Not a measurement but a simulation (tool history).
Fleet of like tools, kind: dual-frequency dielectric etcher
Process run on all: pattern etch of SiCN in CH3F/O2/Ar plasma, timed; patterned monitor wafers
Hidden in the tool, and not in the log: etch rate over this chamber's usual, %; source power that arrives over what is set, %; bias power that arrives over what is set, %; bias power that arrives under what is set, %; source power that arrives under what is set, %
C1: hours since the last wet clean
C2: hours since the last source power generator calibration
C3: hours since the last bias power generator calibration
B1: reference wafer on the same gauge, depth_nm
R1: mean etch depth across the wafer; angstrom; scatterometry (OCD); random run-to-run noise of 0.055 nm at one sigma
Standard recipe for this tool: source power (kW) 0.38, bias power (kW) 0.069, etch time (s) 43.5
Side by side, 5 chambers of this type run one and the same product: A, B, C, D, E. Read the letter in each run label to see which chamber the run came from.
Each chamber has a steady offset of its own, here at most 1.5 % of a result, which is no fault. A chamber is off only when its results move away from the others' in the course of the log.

Run 1B, hour 8.9: usual settings; C1 407.7; C2 74.3; C3 1273.5; B1 12.695. Result: R1 158.08 angstrom.
Run 2C, hour 13.6: usual settings; C1 260.5; C2 1563.3; C3 1240.4; B1 12.702. Result: R1 158.74 angstrom.
Run 3E, hour 20.3: usual settings; C1 192.8; C2 5093.2; C3 162.6; B1 12.7. Result: R1 157.37 angstrom.
At hour 20.7: chamber D: wet clean of the chamber.
Run 4A, hour 26.7: usual settings; C1 322.8; C2 3879.1; C3 132; B1 12.687. Result: R1 156.13 angstrom.
Run 5D, hour 34.1: usual settings; C1 13.4; C2 2505.4; C3 967.2; B1 12.693. Result: R1 158.48 angstrom.
Run 6E, hour 39: usual settings; C1 211.5; C2 5111.9; C3 181.3; B1 12.707. Result: R1 157.88 angstrom.
Run 7A, hour 48.1: usual settings; C1 344.2; C2 3900.5; C3 153.4; B1 12.694. Result: R1 156.19 angstrom.
Run 8C, hour 57.7: usual settings; C1 304.6; C2 1607.4; C3 1284.5; B1 12.702. Result: R1 156.86 angstrom.
Run 9D, hour 64.5: usual settings; C1 43.8; C2 2535.8; C3 997.6; B1 12.689. Result: R1 158.83 angstrom.
Run 10B, hour 72.6: usual settings; C1 471.4; C2 138; C3 1337.2; B1 12.688. Result: R1 157.54 angstrom.
At hour 74.2: chamber C: wet clean of the chamber.
Run 11D, hour 78: usual settings; C1 57.3; C2 2549.3; C3 1011.1; B1 12.698. Result: R1 158.14 angstrom.
Run 12B, hour 87.4: usual settings; C1 486.2; C2 152.8; C3 1352; B1 12.702. Result: R1 158 angstrom.
Run 13A, hour 96.5: usual settings; C1 392.6; C2 3948.9; C3 201.8; B1 12.704. Result: R1 156.6 angstrom.
Run 14E, hour 104.3: usual settings but source power (kW) 0.46, etch time (s) 31; C1 276.8; C2 5177.2; C3 246.6; B1 12.71. Result: R1 120.33 angstrom.
Run 15C, hour 114.8: usual settings but source power (kW) 0.46, etch time (s) 31; C1 40.6; C2 1664.5; C3 1341.6; B1 12.701. Result: R1 120.47 angstrom.
Run 16C, hour 125.1: usual settings but source power (kW) 0.46, etch time (s) 31; C1 50.9; C2 1674.8; C3 1351.9; B1 12.707. Result: R1 121.01 angstrom.
Run 17A, hour 133: usual settings but source power (kW) 0.46, etch time (s) 31; C1 429.1; C2 3985.4; C3 238.3; B1 12.706. Result: R1 119.1 angstrom.
Run 18D, hour 141.8: usual settings but source power (kW) 0.46, etch time (s) 31; C1 121.1; C2 2613.1; C3 1074.9; B1 12.705. Result: R1 121.03 angstrom.
Run 19E, hour 148.5: usual settings; C1 321; C2 5221.4; C3 290.8; B1 12.705. Result: R1 158.26 angstrom.
Run 20B, hour 153.7: usual settings; C1 552.5; C2 219.1; C3 1418.3; B1 12.705. Result: R1 157.8 angstrom.
Run 21C, hour 161.1: usual settings; C1 86.9; C2 1710.8; C3 1387.9; B1 12.7. Result: R1 157.65 angstrom.
Run 22E, hour 171.6: usual settings; C1 344.1; C2 5244.5; C3 313.9; B1 12.699. Result: R1 157.49 angstrom.
Run 23B, hour 178.3: usual settings; C1 577.1; C2 243.7; C3 1442.9; B1 12.707. Result: R1 158.19 angstrom.
Run 24A, hour 183.4: usual settings; C1 479.5; C2 4035.8; C3 288.7; B1 12.7. Result: R1 156.49 angstrom.
Run 25D, hour 190.5: usual settings; C1 169.8; C2 2661.8; C3 1123.6; B1 12.695. Result: R1 158.33 angstrom.
Run 26B, hour 196.6: usual settings; C1 595.4; C2 262; C3 1461.2; B1 12.709. Result: R1 158.32 angstrom.
Run 27C, hour 204.3: usual settings; C1 130.1; C2 1754; C3 1431.1; B1 12.695. Result: R1 157.59 angstrom.
Run 28D, hour 209.9: usual settings; C1 189.2; C2 2681.2; C3 1143; B1 12.699. Result: R1 158.33 angstrom.
Run 29A, hour 215.7: usual settings; C1 511.8; C2 4068.1; C3 321; B1 12.701. Result: R1 155.94 angstrom.
Run 30E, hour 224.8: usual settings; C1 397.3; C2 5297.7; C3 367.1; B1 12.706. Result: R1 157.77 angstrom.
Run 31B, hour 231.1: usual settings; C1 629.9; C2 296.5; C3 1495.7; B1 12.705. Result: R1 156.84 angstrom.
Run 32E, hour 236.1: usual settings; C1 408.6; C2 5309; C3 378.4; B1 12.691. Result: R1 157.05 angstrom.
Run 33C, hour 242.3: usual settings; C1 168.1; C2 1792; C3 1469.1; B1 12.71. Result: R1 156.98 angstrom.

Does one chamber stand apart from the rest, does the shared gauge drift, or is all well apart from small per-chamber offsets? Give the chamber and the most likely cause, where there is one.

Nothing is wrong: each chamber keeps only its own small, steady offset and the gauge holds still.

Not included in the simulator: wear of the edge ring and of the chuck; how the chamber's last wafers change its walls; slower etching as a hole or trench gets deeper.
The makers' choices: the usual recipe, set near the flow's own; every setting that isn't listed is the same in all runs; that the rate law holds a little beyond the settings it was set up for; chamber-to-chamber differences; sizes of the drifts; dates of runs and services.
